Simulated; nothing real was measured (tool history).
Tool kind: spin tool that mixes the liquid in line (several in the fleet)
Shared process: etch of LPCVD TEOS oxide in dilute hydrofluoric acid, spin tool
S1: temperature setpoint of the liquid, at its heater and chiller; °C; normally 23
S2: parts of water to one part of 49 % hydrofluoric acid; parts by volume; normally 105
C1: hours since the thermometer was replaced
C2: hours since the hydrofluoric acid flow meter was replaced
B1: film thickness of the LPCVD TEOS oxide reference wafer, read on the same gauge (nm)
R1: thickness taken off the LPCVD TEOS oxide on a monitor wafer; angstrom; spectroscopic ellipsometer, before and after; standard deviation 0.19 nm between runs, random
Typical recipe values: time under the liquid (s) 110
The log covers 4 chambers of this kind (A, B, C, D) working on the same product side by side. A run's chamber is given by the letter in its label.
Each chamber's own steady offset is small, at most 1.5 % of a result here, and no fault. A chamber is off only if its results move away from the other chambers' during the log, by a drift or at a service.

{"run": "1D", "hour": 12.1, "S1": 23, "S2": 105, "time under the liquid (s)": 110, "C1": 15.7, "C2": 1168.6, "B1": 89.999, "R1": 284.02}
{"run": "2A", "hour": 19.9, "S1": 23, "S2": 105, "time under the liquid (s)": 110, "C1": 226.6, "C2": 947.1, "B1": 89.989, "R1": 286.87}
{"run": "3B", "hour": 28.0, "S1": 23, "S2": 105, "time under the liquid (s)": 110, "C1": 845.6, "C2": 235.6, "B1": 89.984, "R1": 287.99}
{"run": "4C", "hour": 43.3, "S1": 23, "S2": 105, "time under the liquid (s)": 110, "C1": 1027.4, "C2": 351.3, "B1": 89.989, "R1": 280.81}
{"run": "5C", "hour": 58.9, "S1": 23, "S2": 105, "time under the liquid (s)": 110, "C1": 1043.0, "C2": 366.9, "B1": 89.985, "R1": 282.52}
{"run": "6A", "hour": 74.8, "S1": 23, "S2": 105, "time under the liquid (s)": 110, "C1": 281.5, "C2": 1002.0, "B1": 90.0, "R1": 284.09}
{"run": "7D", "hour": 89.8, "S1": 23, "S2": 105, "time under the liquid (s)": 110, "C1": 93.4, "C2": 1246.3, "B1": 90.006, "R1": 283.33}
{"run": "8B", "hour": 104.0, "S1": 23, "S2": 105, "time under the liquid (s)": 110, "C1": 921.6, "C2": 311.6, "B1": 90.002, "R1": 287.55}
{"run": "9A", "hour": 118.5, "S1": 23, "S2": 105, "time under the liquid (s)": 110, "C1": 325.2, "C2": 1045.7, "B1": 89.988, "R1": 284.63}
{"run": "10B", "hour": 129.7, "S1": 23, "S2": 105, "time under the liquid (s)": 110, "C1": 947.3, "C2": 337.3, "B1": 89.991, "R1": 287.64}
{"run": "11C", "hour": 144.6, "S1": 23, "S2": 105, "time under the liquid (s)": 110, "C1": 1128.7, "C2": 452.6, "B1": 89.996, "R1": 284.91}
{"run": "12D", "hour": 156.3, "S1": 23, "S2": 105, "time under the liquid (s)": 110, "C1": 159.9, "C2": 1312.8, "B1": 90.005, "R1": 283.73}
{"run": "13A", "hour": 166.0, "S1": 23, "S2": 85, "time under the liquid (s)": 110, "C1": 372.7, "C2": 1093.2, "B1": 90.004, "R1": 362.34}
{"run": "14D", "hour": 175.3, "S1": 23, "S2": 85, "time under the liquid (s)": 110, "C1": 178.9, "C2": 1331.8, "B1": 89.996, "R1": 356.25}
{"run": "15C", "hour": 187.4, "S1": 23, "S2": 85, "time under the liquid (s)": 110, "C1": 1171.5, "C2": 495.4, "B1": 90.032, "R1": 356.32}
{"run": "16B", "hour": 201.3, "S1": 23, "S2": 85, "time under the liquid (s)": 110, "C1": 1018.9, "C2": 408.9, "B1": 90.017, "R1": 351.0}
{"run": "17B", "hour": 210.0, "S1": 23, "S2": 105, "time under the liquid (s)": 110, "C1": 1027.6, "C2": 417.6, "B1": 89.995, "R1": 278.93}
{"run": "18D", "hour": 220.0, "S1": 23, "S2": 105, "time under the liquid (s)": 110, "C1": 223.6, "C2": 1376.5, "B1": 90.009, "R1": 282.7}
{"run": "19C", "hour": 233.4, "S1": 23, "S2": 105, "time under the liquid (s)": 110, "C1": 1217.5, "C2": 541.4, "B1": 89.997, "R1": 282.43}
{"run": "20A", "hour": 245.5, "S1": 23, "S2": 105, "time under the liquid (s)": 110, "C1": 452.2, "C2": 1172.7, "B1": 89.997, "R1": 284.42}
{"run": "21A", "hour": 255.7, "S1": 23, "S2": 105, "time under the liquid (s)": 110, "C1": 462.4, "C2": 1182.9, "B1": 89.996, "R1": 284.77}
{"run": "22D", "hour": 271.5, "S1": 23, "S2": 140, "time under the liquid (s)": 50, "C1": 275.1, "C2": 1428.0, "B1": 90.01, "R1": 93.573}
{"run": "23C", "hour": 281.9, "S1": 23, "S2": 140, "time under the liquid (s)": 50, "C1": 1266.0, "C2": 589.9, "B1": 90.023, "R1": 92.254}
{"run": "24B", "hour": 292.6, "S1": 23, "S2": 140, "time under the liquid (s)": 50, "C1": 1110.2, "C2": 500.2, "B1": 89.969, "R1": 88.898}
{"run": "25B", "hour": 306.8, "S1": 23, "S2": 140, "time under the liquid (s)": 50, "C1": 1124.4, "C2": 514.4, "B1": 89.998, "R1": 88.625}
{"run": "26D", "hour": 318.9, "S1": 23, "S2": 105, "time under the liquid (s)": 70, "C1": 322.5, "C2": 1475.4, "B1": 89.984, "R1": 179.87}
{"hour": 320.2, "done": "chamber C: thermometer replaced"}
{"run": "27A", "hour": 331.9, "S1": 23, "S2": 105, "time under the liquid (s)": 70, "C1": 538.6, "C2": 1259.1, "B1": 89.995, "R1": 181.8}
{"run": "28C", "hour": 341.8, "S1": 23, "S2": 105, "time under the liquid (s)": 70, "C1": 21.6, "C2": 649.8, "B1": 89.994, "R1": 182.11}
{"run": "29B", "hour": 353.4, "S1": 23, "S2": 105, "time under the liquid (s)": 70, "C1": 1171.0, "C2": 561.0, "B1": 90.023, "R1": 168.86}
{"run": "30D", "hour": 361.4, "S1": 23, "S2": 105, "time under the liquid (s)": 110, "C1": 365.0, "C2": 1517.9, "B1": 90.01, "R1": 285.26}
{"run": "31C", "hour": 369.9, "S1": 23, "S2": 105, "time under the liquid (s)": 110, "C1": 49.7, "C2": 677.9, "B1": 90.0, "R1": 283.55}
{"run": "32A", "hour": 380.3, "S1": 25, "S2": 140, "time under the liquid (s)": 110, "C1": 587.0, "C2": 1307.5, "B1": 89.982, "R1": 220.93}

Each of the 4 chambers runs these same settings next. Fill in every chamber's results:
{"run": "33A", "hour": 391.9, "S1": 23, "S2": 150, "time under the liquid (s)": 110, "R1": "?"}
{"run": "33B", "hour": 391.9, "S1": 23, "S2": 150, "time under the liquid (s)": 110, "R1": "?"}
{"run": "33C", "hour": 391.9, "S1": 23, "S2": 150, "time under the liquid (s)": 110, "R1": "?"}
{"run": "33D", "hour": 391.9, "S1": 23, "S2": 150, "time under the liquid (s)": 110, "R1": "?"}

run=33A R1=188.340
run=33B R1=174.540
run=33C R1=188.680
run=33D R1=191.320

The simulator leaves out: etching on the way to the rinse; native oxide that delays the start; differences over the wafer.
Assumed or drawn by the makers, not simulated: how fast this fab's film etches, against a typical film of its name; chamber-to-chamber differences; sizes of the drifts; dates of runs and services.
